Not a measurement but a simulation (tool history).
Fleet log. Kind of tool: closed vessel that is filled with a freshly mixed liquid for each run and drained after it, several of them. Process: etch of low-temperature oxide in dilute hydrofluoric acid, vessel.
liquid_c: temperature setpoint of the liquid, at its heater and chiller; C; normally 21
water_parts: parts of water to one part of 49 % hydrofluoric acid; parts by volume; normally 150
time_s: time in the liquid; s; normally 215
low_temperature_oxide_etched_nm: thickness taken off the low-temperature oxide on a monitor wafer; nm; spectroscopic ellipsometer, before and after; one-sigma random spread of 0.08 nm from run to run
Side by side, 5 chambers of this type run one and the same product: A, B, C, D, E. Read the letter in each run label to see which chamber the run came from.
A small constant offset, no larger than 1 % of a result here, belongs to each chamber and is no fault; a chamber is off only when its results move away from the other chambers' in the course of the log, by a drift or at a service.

run	hour	liquid_c	water_parts	time_s	hours since the thermometer was replaced	hours since the hydrofluoric acid flow meter was replaced	read-back film thickness of the low-temperature oxide reference wafer, read on the same gauge (nm)	low_temperature_oxide_etched_nm
1D	4.2	21	150	215	325.9	642.9	89.99	15.299
2E	9.5	21	150	215	19.5	851.1	90.032	15.3
3A	13.9	21	150	215	571.1	505.1	90.039	15.218
4C	18.2	21	150	215	749.4	90.7	89.994	15.234
5B	23.6	21	150	215	2386.9	1114.1	89.972	15.125
6A	27.3	21	150	215	584.5	518.5	90.039	15.313
7D	32.1	21	150	215	353.8	670.8	90.01	15.309
8B	34.9	21	150	215	2398.2	1125.4	89.971	15.136
9E	39	21	150	215	49	880.6	89.986	15.212
10C	43.1	21	150	215	774.3	115.6	90.037	15.174
11C	46.4	21	150	215	777.6	118.9	89.982	15.194
12E	50.8	21	150	215	60.8	892.4	89.979	15.149
13B	55.5	21	150	215	2418.8	1146	89.993	15.149
14D	59.3	21	200	130	381	698	90.005	6.6054
15A	63.6	21	200	130	620.8	554.8	90.023	6.5808
16C	68.1	21	200	130	799.3	140.6	89.975	6.453
17B	71.5	21	200	130	2434.8	1162	90.015	6.5867
18E	74.2	21	200	130	84.2	915.8	90.01	6.5378
19A	78.6	21	150	215	635.8	569.8	90.005	15.296
20D	81.1	21	150	215	402.8	719.8	89.992	15.522
21B	84.9	21	150	215	2448.2	1175.4	89.996	15.197
22C	87.2	21	150	215	818.4	159.7	89.989	15.139
23A	90.4	21	150	215	647.6	581.6	90.005	15.187
24D	95.1	17.5	150	280	416.8	733.8	90.03	17.435
25E	97.9	17.5	150	280	107.9	939.5	90.016	17.249
26C	100.8	17.5	150	280	832	173.3	89.996	17.081
27D	105.3	17.5	150	280	427	744	89.974	17.653
28E	107.9	17.5	150	280	117.9	949.5	89.973	17.338
29B	110.8	17	150	215	2474.1	1201.3	90.03	12.976
30A	113.3	17	150	215	670.5	604.5	90.005	12.985
31A	117.4	17	150	215	674.6	608.6	90.014	12.975
32E	120.6	17	150	215	130.6	962.2	89.999	12.878
33C	123.3	17	150	215	854.5	195.8	89.995	12.942
34B	128.3	21	150	215	2491.6	1218.8	89.976	15.153
35D	130.7	21	150	215	452.4	769.4	89.987	15.708
36B	135.6	21	210	215	2498.9	1226.1	89.999	10.281
37D	139.5	21	210	215	461.2	778.2	90.015	10.523
38C	144.9	21	210	215	876.1	217.4	89.988	10.209
39A	150.1	21	210	215	707.3	641.3	89.965	10.204
40E	155.7	21	210	215	165.7	997.3	90.024	10.318
41D	160.9	21	150	215	482.6	799.6	89.995	15.898
42A	164.9	21	150	215	722.1	656.1	89.986	15.278
43E	168.7	21	150	215	178.7	1010.3	89.991	15.329
44C	173.4	21	150	215	904.6	245.9	90	15.212

Decide between three cases: one chamber stands off from its peers, the gauge reading all wafers drifts, or nothing is wrong past each chamber's small offset. Where a chamber is off, say which and what most likely put it there.

One chamber, D, drifts off from the rest bit by bit.
What lies behind it: liquid hotter than its thermometer reads (K) = 1.05.
With only this log, it may be confused with: hydrofluoric acid flow above the setpoint (%).

Chamber D could run next with any of the 4 candidate recipes listed below; each alters the usual settings, and their results appear as question marks. Which one brings its results back in line with what the other chambers deliver on the usual settings?
Allowed miss from the other chambers' usual-settings mean, per result, to count as in line: low_temperature_oxide_etched_nm 0.28 nm
45D-1	177.4	20.5	150	215				?
45D-2	177.4	21	150	205				?
45D-3	177.4	21.5	150	215				?
45D-4	177.4	21	150	225				?

What the other chambers average on the usual settings: low_temperature_oxide_etched_nm 15.233 nm
run	low_temperature_oxide_etched_nm
45D-1	15.664
45D-2	15.224
45D-3	16.281
45D-4	16.71
The right change is 45D-2: it brings the chamber back within the allowed miss of the others.

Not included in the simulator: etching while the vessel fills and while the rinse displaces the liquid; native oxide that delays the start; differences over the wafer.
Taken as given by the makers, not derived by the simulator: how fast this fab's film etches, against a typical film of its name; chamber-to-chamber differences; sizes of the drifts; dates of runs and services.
